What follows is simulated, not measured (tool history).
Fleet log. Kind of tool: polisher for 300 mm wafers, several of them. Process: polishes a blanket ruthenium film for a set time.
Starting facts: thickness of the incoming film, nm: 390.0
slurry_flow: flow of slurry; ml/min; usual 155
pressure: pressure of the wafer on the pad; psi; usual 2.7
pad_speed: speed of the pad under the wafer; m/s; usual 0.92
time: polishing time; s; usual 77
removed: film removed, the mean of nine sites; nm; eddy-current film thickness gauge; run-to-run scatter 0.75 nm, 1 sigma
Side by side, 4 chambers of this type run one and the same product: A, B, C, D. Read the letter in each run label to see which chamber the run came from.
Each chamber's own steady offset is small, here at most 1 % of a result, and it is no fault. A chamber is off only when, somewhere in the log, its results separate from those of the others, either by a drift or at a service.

Run 1C, hour 4.7: usual settings. Result: removed 102.680 nm.
Run 2B, hour 10.2: usual settings. Result: removed 102.560 nm.
Run 3A, hour 14.8: usual settings. Result: removed 101.790 nm.
Run 4D, hour 19.9: usual settings. Result: removed 101.770 nm.
Run 5C, hour 23.6: usual settings. Result: removed 104.000 nm.
Run 6A, hour 29.3: usual settings. Result: removed 102.670 nm.
At hour 32.6: chamber C: head pressure recalibrated.
Run 7D, hour 32.6: usual settings but pressure 2.0 psi, pad_speed 1.20 m/s. Result: removed 97.551 nm.
Run 8B, hour 35.6: usual settings but pressure 2.0 psi, pad_speed 1.20 m/s. Result: removed 101.540 nm.
Run 9B, hour 41.0: usual settings but pressure 2.0 psi, pad_speed 1.20 m/s. Result: removed 101.160 nm.
Run 10D, hour 45.1: usual settings but pressure 2.0 psi, pad_speed 1.20 m/s. Result: removed 98.159 nm.
Run 11C, hour 49.3: usual settings. Result: removed 103.050 nm.
Run 12A, hour 54.3: usual settings. Result: removed 102.130 nm.
Run 13A, hour 57.7: usual settings. Result: removed 102.890 nm.
Run 14D, hour 60.3: usual settings. Result: removed 102.100 nm.
At hour 61.5: chamber B: slurry nozzle cleaned.
Run 15C, hour 66.0: usual settings. Result: removed 103.340 nm.
Run 16B, hour 70.5: usual settings. Result: removed 106.330 nm.
Run 17C, hour 75.0: usual settings. Result: removed 103.640 nm.
Run 18D, hour 80.2: usual settings. Result: removed 102.570 nm.
Run 19B, hour 84.5: usual settings but slurry_flow 180 ml/min, pad_speed 0.74 m/s. Result: removed 87.336 nm.
Run 20A, hour 88.0: usual settings but slurry_flow 180 ml/min, pad_speed 0.74 m/s. Result: removed 83.581 nm.
Run 21B, hour 91.4: usual settings but slurry_flow 180 ml/min, pad_speed 0.74 m/s. Result: removed 87.880 nm.
Run 22C, hour 95.2: usual settings but slurry_flow 180 ml/min, pad_speed 0.74 m/s. Result: removed 84.951 nm.
Run 23D, hour 98.5: usual settings. Result: removed 102.380 nm.
Run 24A, hour 103.5: usual settings. Result: removed 102.190 nm.
Run 25C, hour 106.5: usual settings. Result: removed 102.480 nm.
Run 26D, hour 110.5: usual settings. Result: removed 102.500 nm.
Run 27A, hour 113.3: usual settings but slurry_flow 205 ml/min, pressure 2.2 psi. Result: removed 87.635 nm.
At hour 114.3: chamber B: worn pad replaced by a new one.
Run 28B, hour 118.5: usual settings but slurry_flow 205 ml/min, pressure 2.2 psi. Result: removed 92.930 nm.

All chambers now run identical settings, listed one chamber a line with results as question marks. What results will each chamber show?
Run 29A, hour 122.7: usual settings but time 59 s. Result: removed ?.
Run 29B, hour 122.7: usual settings but time 59 s. Result: removed ?.
Run 29C, hour 122.7: usual settings but time 59 s. Result: removed ?.
Run 29D, hour 122.7: usual settings but time 59 s. Result: removed ?.

run  removed
29A   78.576
29B   83.512
29C   78.757
29D   78.214

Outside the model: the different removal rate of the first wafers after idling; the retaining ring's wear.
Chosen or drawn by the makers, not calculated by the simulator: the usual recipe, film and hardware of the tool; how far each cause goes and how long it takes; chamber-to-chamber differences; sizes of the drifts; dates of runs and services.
